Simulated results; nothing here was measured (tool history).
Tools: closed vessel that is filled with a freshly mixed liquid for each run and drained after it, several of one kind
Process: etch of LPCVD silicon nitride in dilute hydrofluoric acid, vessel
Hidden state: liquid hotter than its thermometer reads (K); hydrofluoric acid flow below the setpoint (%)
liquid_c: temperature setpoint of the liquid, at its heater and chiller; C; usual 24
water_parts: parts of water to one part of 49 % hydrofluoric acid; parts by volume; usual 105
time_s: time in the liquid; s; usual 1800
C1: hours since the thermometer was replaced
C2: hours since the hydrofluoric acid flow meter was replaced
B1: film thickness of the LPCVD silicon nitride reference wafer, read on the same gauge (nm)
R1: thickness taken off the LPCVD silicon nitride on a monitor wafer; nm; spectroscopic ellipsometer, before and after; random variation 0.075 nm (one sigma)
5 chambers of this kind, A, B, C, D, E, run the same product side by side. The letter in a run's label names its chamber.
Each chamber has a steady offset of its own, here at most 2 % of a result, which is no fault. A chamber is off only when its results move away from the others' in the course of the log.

run 1D day=0.217 | liquid_c=24 water_parts=105 time_s=1800 | C1=935.3 C2=1410.3 | B1=40.028 | R1=7.91
run 2A day=0.367 | liquid_c=24 water_parts=105 time_s=1800 | C1=2281.7 C2=1153.2 | B1=40.013 | R1=7.8406
run 3E day=0.633 | liquid_c=24 water_parts=105 time_s=1800 | C1=1301.8 C2=722.9 | B1=39.977 | R1=7.6926
run 4B day=0.846 | liquid_c=24 water_parts=105 time_s=1800 | C1=638.9 C2=448.8 | B1=40.026 | R1=7.8819
run 5C day=1.142 | liquid_c=24 water_parts=105 time_s=1800 | C1=533.8 C2=857.9 | B1=39.991 | R1=7.7935
run 6B day=1.438 | liquid_c=24 water_parts=130 time_s=1800 | C1=653.1 C2=463 | B1=39.977 | R1=6.3625
run 7A day=1.683 | liquid_c=24 water_parts=130 time_s=1800 | C1=2313.3 C2=1184.8 | B1=40.001 | R1=6.3568
run 8C day=1.846 | liquid_c=24 water_parts=130 time_s=1800 | C1=550.7 C2=874.8 | B1=40.021 | R1=6.2425
run 9D day=2.092 | liquid_c=24 water_parts=130 time_s=1800 | C1=980.3 C2=1455.3 | B1=39.949 | R1=6.3582
run 10E day=2.383 | liquid_c=24 water_parts=130 time_s=1800 | C1=1343.8 C2=764.9 | B1=39.998 | R1=6.2238
run 11E day=2.55 | liquid_c=24 water_parts=105 time_s=1800 | C1=1347.8 C2=768.9 | B1=39.986 | R1=7.7482
run 12A day=2.754 | liquid_c=24 water_parts=105 time_s=1800 | C1=2339 C2=1210.5 | B1=39.992 | R1=7.8908
run 13C day=2.908 | liquid_c=24 water_parts=105 time_s=1800 | C1=576.2 C2=900.3 | B1=40.022 | R1=7.7496
run 14D day=3.133 | liquid_c=24 water_parts=105 time_s=1800 | C1=1005.3 C2=1480.3 | B1=39.993 | R1=7.9203
run 15B day=3.425 | liquid_c=26.5 water_parts=105 time_s=1440 | C1=700.8 C2=510.7 | B1=39.979 | R1=7.3323
run 16D day=3.608 | liquid_c=26.5 water_parts=105 time_s=1440 | C1=1016.7 C2=1491.7 | B1=40.015 | R1=7.3819
run 17C day=3.842 | liquid_c=26.5 water_parts=105 time_s=1440 | C1=598.6 C2=922.7 | B1=40.021 | R1=7.235
run 18A day=4.125 | liquid_c=26.5 water_parts=105 time_s=1440 | C1=2371.9 C2=1243.4 | B1=39.996 | R1=7.5121
run 19E day=4.258 | liquid_c=26.5 water_parts=105 time_s=1440 | C1=1388.8 C2=809.9 | B1=40.027 | R1=7.3459
run 20B day=4.438 | liquid_c=24 water_parts=105 time_s=1800 | C1=725.1 C2=535 | B1=40.005 | R1=7.9545
run 21A day=4.575 | liquid_c=24 water_parts=105 time_s=1800 | C1=2382.7 C2=1254.2 | B1=40.009 | R1=7.9701
run 22E day=4.875 | liquid_c=24 water_parts=105 time_s=1800 | C1=1403.6 C2=824.7 | B1=40.035 | R1=7.8301
run 23C day=5.167 | liquid_c=24 water_parts=105 time_s=1800 | C1=630.4 C2=954.5 | B1=39.986 | R1=7.5629
run 24B day=5.3 | liquid_c=24 water_parts=105 time_s=1800 | C1=745.8 C2=555.7 | B1=40.001 | R1=8.0404
run 25D day=5.6 | liquid_c=24 water_parts=105 time_s=1800 | C1=1064.5 C2=1539.5 | B1=39.988 | R1=7.9969
run 26B day=5.867 | liquid_c=24 water_parts=105 time_s=1800 | C1=759.4 C2=569.3 | B1=39.966 | R1=7.9523
run 27C day=6.083 | liquid_c=24 water_parts=105 time_s=1800 | C1=652.4 C2=976.5 | B1=39.991 | R1=7.5554
run 28E day=6.279 | liquid_c=24 water_parts=105 time_s=1800 | C1=1437.3 C2=858.4 | B1=39.994 | R1=7.7191
run 29A day=6.467 | liquid_c=24 water_parts=105 time_s=2525 | C1=2428.1 C2=1299.6 | B1=39.955 | R1=11.416
run 30D day=6.633 | liquid_c=24 water_parts=105 time_s=2525 | C1=1089.3 C2=1564.3 | B1=40.02 | R1=11.112
run 31D day=6.821 | liquid_c=24 water_parts=105 time_s=2525 | C1=1093.8 C2=1568.8 | B1=39.996 | R1=11.162
run 32C day=7.046 | liquid_c=24 water_parts=105 time_s=2525 | C1=675.5 C2=999.6 | B1=40.021 | R1=10.218
run 33B day=7.192 | liquid_c=24 water_parts=105 time_s=2525 | C1=791.2 C2=601.1 | B1=40.01 | R1=11.08
run 34A day=7.492 | liquid_c=24 water_parts=105 time_s=1800 | C1=2452.7 C2=1324.2 | B1=39.996 | R1=8.0924
run 35E day=7.729 | liquid_c=24 water_parts=105 time_s=1800 | C1=1472.1 C2=893.2 | B1=40.046 | R1=7.7679
run 36B day=7.892 | liquid_c=24 water_parts=105 time_s=1800 | C1=808 C2=617.9 | B1=40.021 | R1=7.8156
run 37C day=8.108 | liquid_c=24 water_parts=105 time_s=1800 | C1=701 C2=1025.1 | B1=40.001 | R1=7.0962
run 38A day=8.392 | liquid_c=24 water_parts=105 time_s=1800 | C1=2474.3 C2=1345.8 | B1=40.049 | R1=8.0607
run 39E day=8.646 | liquid_c=24 water_parts=105 time_s=1800 | C1=1494.1 C2=915.2 | B1=40.04 | R1=7.7714
run 40D day=8.921 | liquid_c=24 water_parts=105 time_s=1800 | C1=1144.2 C2=1619.2 | B1=40.007 | R1=7.9746
run 41B day=9.088 | liquid_c=24 water_parts=105 time_s=1800 | C1=836.7 C2=646.6 | B1=40.008 | R1=7.8836
run 42C day=9.321 | liquid_c=24 water_parts=105 time_s=1800 | C1=730.1 C2=1054.2 | B1=39.997 | R1=7.1174
run 43A day=9.475 | liquid_c=24 water_parts=105 time_s=1800 | C1=2500.3 C2=1371.8 | B1=39.983 | R1=7.9505
run 44E day=9.725 | liquid_c=24 water_parts=105 time_s=1800 | C1=1520 C2=941.1 | B1=39.978 | R1=7.7573

Is one chamber off against the others, does the gauge drift, or is nothing wrong? If a chamber is off, say which, and what the likeliest cause is.

Chamber C drifts away from the others.
Cause: hydrofluoric acid flow below the setpoint (%) = 10.3.
The log may not tell that from: liquid colder than its thermometer reads (K).

Here are 4 candidates for chamber C's next run, each the usual settings with a change, their results left as question marks. Which one brings its results back in line with what the others give on the usual settings?
In line means no further than this from the other chambers' mean on the usual settings: R1 0.26 nm
run 45C-1 day=9.942 | liquid_c=24 water_parts=100 time_s=1800 | R1=?
run 45C-2 day=9.942 | liquid_c=24 water_parts=110 time_s=1665 | R1=?
run 45C-3 day=9.942 | liquid_c=24 water_parts=105 time_s=2020 | R1=?
run 45C-4 day=9.942 | liquid_c=24 water_parts=110 time_s=1800 | R1=?

The other chambers' mean on the usual settings: R1 7.8755 nm
run=45C-1 R1=7.343
run=45C-2 R1=6.1729
run=45C-3 R1=7.8465
run=45C-4 R1=6.6734
45C-3 brings the chamber back in line.
